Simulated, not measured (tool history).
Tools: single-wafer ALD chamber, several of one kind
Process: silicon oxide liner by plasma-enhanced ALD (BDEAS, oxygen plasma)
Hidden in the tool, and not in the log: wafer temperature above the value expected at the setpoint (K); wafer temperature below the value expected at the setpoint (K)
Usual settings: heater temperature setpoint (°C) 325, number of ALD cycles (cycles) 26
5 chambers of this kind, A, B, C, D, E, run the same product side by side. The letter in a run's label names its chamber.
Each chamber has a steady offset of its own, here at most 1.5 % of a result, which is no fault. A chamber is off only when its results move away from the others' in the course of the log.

| run | hour | heater temperature setpoint (°C) | number of ALD cycles (cycles) | hours since the last thermocouple change | read-back reference wafer on the same gauge, thickness_nm | mean film thickness on the monitor wafer (nm) |
|---|---|---|---|---|---|---|
| 1D | 11.7 | 325 | 26 | 758.8 | 2.1597 | 2.3167 |
| 2A | 24.1 | 325 | 26 | 584.8 | 2.16 | 2.3293 |
| 3B | 35.7 | 325 | 26 | 757.9 | 2.1585 | 2.3411 |
| 4C | 47.4 | 325 | 26 | 824.9 | 2.1584 | 2.3079 |
| 5E | 54 | 325 | 26 | 2286.2 | 2.1583 | 2.3443 |
| 6B | 61.9 | 325 | 26 | 784.1 | 2.158 | 2.3335 |
| 7C | 69.1 | 315 | 26 | 846.6 | 2.1574 | 2.3345 |
| 8A | 74.8 | 315 | 26 | 635.5 | 2.1573 | 2.3618 |
| 9D | 81 | 315 | 26 | 828.1 | 2.1567 | 2.3515 |
| 10E | 92.3 | 315 | 26 | 2324.5 | 2.1557 | 2.3766 |
| 11E | 102.9 | 315 | 26 | 2335.1 | 2.1558 | 2.3682 |
| 12A | 111.1 | 325 | 26 | 671.8 | 2.1561 | 2.3227 |
| 13C | 122.7 | 325 | 26 | 900.2 | 2.1546 | 2.3063 |
| 14D | 130.3 | 325 | 26 | 877.4 | 2.1552 | 2.3114 |
| 15B | 137.4 | 325 | 26 | 859.6 | 2.155 | 2.3326 |
| 16C | 148.3 | 325 | 26 | 925.8 | 2.1545 | 2.2993 |
| 17B | 154 | 325 | 26 | 876.2 | 2.1545 | 2.3383 |
| 18A | 164.8 | 310 | 31 | 725.5 | 2.1541 | 2.8329 |
| 19E | 173.4 | 310 | 31 | 2405.6 | 2.1534 | 2.8427 |
| 20D | 180.1 | 310 | 31 | 927.2 | 2.1535 | 2.8168 |
| 21A | 190.5 | 310 | 31 | 751.2 | 2.1525 | 2.8274 |
| 22B | 197.2 | 310 | 31 | 919.4 | 2.152 | 2.8354 |
| 23C | 206.3 | 325 | 26 | 983.8 | 2.1523 | 2.2969 |
| 24E | 215.6 | 325 | 26 | 2447.8 | 2.1526 | 2.3388 |
| 25D | 224 | 325 | 26 | 971.1 | 2.1526 | 2.3063 |
| 26E | 232.6 | 325 | 26 | 2464.8 | 2.1515 | 2.3294 |
| 27C | 242 | 325 | 26 | 1019.5 | 2.1502 | 2.2918 |
| 28B | 250.4 | 325 | 26 | 972.6 | 2.1507 | 2.3311 |
| 29D | 256.1 | 325 | 26 | 1003.2 | 2.1507 | 2.308 |
| 30A | 261.7 | 325 | 26 | 822.4 | 2.1499 | 2.3197 |
| 31D | 272.9 | 316 | 26 | 1020 | 2.1499 | 2.3425 |
| 32A | 284.9 | 316 | 26 | 845.6 | 2.1494 | 2.3507 |
| 33E | 294.9 | 316 | 26 | 2527.1 | 2.1488 | 2.3646 |
| 34C | 305.9 | 316 | 26 | 1083.4 | 2.1483 | 2.3251 |
| 35B | 313.6 | 316 | 26 | 1035.8 | 2.1481 | 2.3608 |
| 36C | 320.4 | 325 | 26 | 1097.9 | 2.148 | 2.2867 |
| 37D | 330.1 | 325 | 26 | 1077.2 | 2.1475 | 2.3061 |

All 5 chambers run these settings next. Forecast each chamber's results:
| 38A | 339.2 | 325 | 23 |  |  | ? |
| 38B | 339.2 | 325 | 23 |  |  | ? |
| 38C | 339.2 | 325 | 23 |  |  | ? |
| 38D | 339.2 | 325 | 23 |  |  | ? |
| 38E | 339.2 | 325 | 23 |  |  | ? |

| run | mean film thickness on the monitor wafer (nm) |
|---|---|
| 38A | 2.0476 |
| 38B | 2.0589 |
| 38C | 2.026 |
| 38D | 2.0326 |
| 38E | 2.0633 |
